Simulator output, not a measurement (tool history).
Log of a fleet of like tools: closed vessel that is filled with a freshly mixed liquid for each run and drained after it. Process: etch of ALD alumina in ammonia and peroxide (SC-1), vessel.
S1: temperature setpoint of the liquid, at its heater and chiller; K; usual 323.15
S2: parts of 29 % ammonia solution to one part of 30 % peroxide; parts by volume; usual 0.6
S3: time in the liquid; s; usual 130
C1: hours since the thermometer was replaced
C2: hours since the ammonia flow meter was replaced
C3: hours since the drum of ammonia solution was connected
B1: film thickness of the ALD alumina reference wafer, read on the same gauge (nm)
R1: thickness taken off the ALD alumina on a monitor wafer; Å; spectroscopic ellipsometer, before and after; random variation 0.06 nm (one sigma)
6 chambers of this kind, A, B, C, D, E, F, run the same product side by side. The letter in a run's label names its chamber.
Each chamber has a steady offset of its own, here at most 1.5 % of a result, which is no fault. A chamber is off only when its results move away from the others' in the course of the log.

run	hour	S1	S2	S3	C1	C2	C3	B1	R1
1F	6.2	323.15	0.6	130	1106.6	1995.6	448.6	140	76.095
2D	12.9	323.15	0.6	130	558.4	396.3	502.1	139.98	75.904
3C	18.4	323.15	0.6	130	43.7	74.8	900.8	139.99	76.464
# hour 21.9: chamber A: thermometer replaced
4E	27.8	323.15	0.6	130	1495.2	1131	172.9	140.04	75.804
5A	32.4	323.15	0.6	130	10.6	69.9	908.7	139.98	76.719
6B	38.2	323.15	0.6	130	1370.8	448.4	347.5	140.01	76.56
# hour 43: chamber F: thermometer replaced
7D	46.9	323.15	0.6	130	592.4	430.3	536.1	139.95	75.41
8E	55.5	323.15	0.7	130	1522.9	1158.7	200.6	140.03	77.557
9C	60.9	323.15	0.7	130	86.2	117.3	943.3	140.02	77.033
10F	68.6	323.15	0.7	130	25.6	2058	511	139.96	77.936
# hour 74.1: chamber C: new drum of ammonia solution connected
11B	74.7	323.15	0.7	130	1407.3	484.9	384	140.04	77.828
12A	80.8	323.15	0.7	130	59	118.3	957.1	139.95	76.419
13C	90.4	323.15	0.7	130	115.7	146.8	16.3	139.99	78.37
# hour 98.8: chamber A: new drum of ammonia solution connected
14D	100	323.15	0.6	130	645.5	483.4	589.2	140.06	75.348
15E	108.6	323.15	0.6	130	1576	1211.8	253.7	139.98	76.85
16A	114.8	323.15	0.45	160	93	152.3	16.1	139.97	89.136
17F	122.7	323.15	0.45	160	79.7	2112.1	565.1	139.99	91.298
18B	131.2	323.15	0.45	160	1463.8	541.4	440.5	139.99	89.978
19F	140.1	323.15	0.45	160	97.1	2129.5	582.5	139.97	90.919
20B	146.9	323.15	0.45	160	1479.5	557.1	456.2	140	90.956
21E	152.2	323.15	0.45	160	1619.6	1255.4	297.3	140	90.692
22D	159.7	323.15	0.6	130	705.2	543.1	648.9	140	78.949
23C	166.6	323.15	0.6	130	191.9	223	92.5	140.01	77.438
24A	173.1	323.15	0.6	130	151.3	210.6	74.4	140.03	76.472
25F	179.4	323.15	0.4	130	136.4	2168.8	621.8	140.01	73.259
26A	187.9	323.15	0.4	130	166.1	225.4	89.2	140	72.513
# hour 196.8: chamber E: new drum of ammonia solution connected
27B	196.8	323.15	0.4	130	1529.4	607	506.1	140.02	72.898
28C	205.5	323.15	0.4	130	230.8	261.9	131.4	140.02	73.443
29E	211.5	323.15	0.4	130	1678.9	1314.7	14.8	139.99	73.643
30D	217.6	323.15	0.4	130	763.1	601	706.8	140	75.47
31D	226.1	323.15	0.6	130	771.6	609.5	715.3	140.03	79.294
32F	234.4	323.15	0.4	100	191.4	2223.8	676.8	140	56.55
33B	241.9	323.15	0.4	100	1574.5	652.1	551.2	139.99	56.08
34A	248.9	323.15	0.4	100	227.1	286.4	150.2	139.99	56.877
35E	256.5	323.15	0.4	100	1723.9	1359.7	59.8	140	56.611
36C	263	323.15	0.4	100	288.3	319.4	188.9	139.99	56.095
# hour 264: chamber B: new drum of ammonia solution connected
37E	267.9	323.15	0.4	100	1735.3	1371.1	71.2	140.05	56.541
38C	274.9	323.15	0.6	130	300.2	331.3	200.8	140	76.627
39F	279.2	323.15	0.6	130	236.2	2268.6	721.6	140	77.084
# hour 281: chamber F: new drum of ammonia solution connected
40B	285.5	323.15	0.6	130	1618.1	695.7	21.6	140	75.945
41A	291.1	314.65	0.3	130	269.3	328.6	192.4	140.01	43.169
42D	299.9	314.65	0.3	130	845.4	683.3	789.1	140.01	47.725
43C	308.9	314.65	0.3	130	334.2	365.3	234.8	139.99	44.402
44F	313.5	314.65	0.3	130	270.5	2302.9	32.5	139.99	44.218

Next, every chamber runs the same settings. What will each give?
45A	320.4	323.15	0.45	130					?
45B	320.4	323.15	0.45	130					?
45C	320.4	323.15	0.45	130					?
45D	320.4	323.15	0.45	130					?
45E	320.4	323.15	0.45	130					?
45F	320.4	323.15	0.45	130					?

run	R1
45A	73.027
45B	73.413
45C	74.444
45D	79.638
45E	74.148
45F	74.533

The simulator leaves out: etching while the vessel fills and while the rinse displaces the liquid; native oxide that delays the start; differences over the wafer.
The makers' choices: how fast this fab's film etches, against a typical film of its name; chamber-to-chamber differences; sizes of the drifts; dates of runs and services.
